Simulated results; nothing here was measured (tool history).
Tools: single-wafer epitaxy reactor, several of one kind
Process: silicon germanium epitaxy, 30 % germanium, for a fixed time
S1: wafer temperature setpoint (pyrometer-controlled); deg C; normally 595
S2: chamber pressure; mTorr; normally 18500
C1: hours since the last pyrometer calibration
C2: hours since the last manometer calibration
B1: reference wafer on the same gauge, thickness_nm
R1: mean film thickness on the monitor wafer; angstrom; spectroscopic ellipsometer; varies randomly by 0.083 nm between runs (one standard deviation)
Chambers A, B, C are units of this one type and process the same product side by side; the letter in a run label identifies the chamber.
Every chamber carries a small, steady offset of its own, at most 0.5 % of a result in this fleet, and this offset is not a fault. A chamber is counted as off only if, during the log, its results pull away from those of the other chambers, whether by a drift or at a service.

run     day   S1     S2      C1      C2      B1      R1
 1B   0.317  595  18500  1225.4  1142.7  48.096  519.07
 2C   0.542  595  18500   153.7   815.7  48.078  523.65
 3A   0.829  595  18500   939.7   506.3  48.066  520.28
 4A   1.221  595  18500   949.1   515.7   48.07  520.67
 5B   1.662  595  18500  1257.7    1175  48.051  519.14
 6C   1.896  595  18500   186.2   848.2  48.057  522.59
 7C   2.221  595  18500     194     856  48.019  521.83
 8A   2.562  595  18500   981.3   547.9  48.028  520.56
 9B   2.854  595  18500  1286.3  1203.6  48.023  519.18
10C   3.162  595  18500   216.6   878.6  48.004  522.66
11A   3.608  595  18500  1006.4     573  47.988  519.51
12B   3.983  595  18500  1313.4  1230.7  47.974  517.28
13B   4.204  582  18500  1318.7    1236  47.964  403.76
14C   4.654  582  18500   252.4   914.4  47.953  407.03
15A   4.979  582  18500  1039.3   605.9  47.953  405.69
16C   5.192  595  18500   265.3   927.3   47.95   521.1
      5.504  -- chamber B: capacitance manometer re-zeroed and calibrated
17A   5.567  595  18500  1053.4     620  47.917  519.59
18B   5.938  595  18500  1360.3    10.4  47.908  517.92
19C   6.296  595  18500   291.8   953.8  47.909  521.74
20A   6.638  595  18500  1079.1   645.7  47.901  519.08
21B   7.021  595  18500  1386.3    36.4  47.887   517.7
22C   7.283  595  18500   315.5   977.5   47.87   519.5
23B   7.712  600  18500  1402.9      53  47.854  567.54
24A   7.938  600  18500  1110.3   676.9  47.873  567.78
25B   8.358  600  18500  1418.4    68.5  47.849  567.34
26C    8.75  595  18500   350.7  1012.7  47.824  520.53
27A   9.212  595  18500  1140.9   707.5  47.801  518.24
28B   9.638  595  18500  1449.1    99.2  47.819  517.96
29A  10.079  581  20800  1161.7   728.3  47.798  416.55

Predict what each chamber gives when all 3 of them run the settings below next.
30A  10.421  595  18500               ?
30B  10.421  595  18500               ?
30C  10.421  595  18500               ?

run      R1
30A  517.97
30B  516.97
30C  520.07
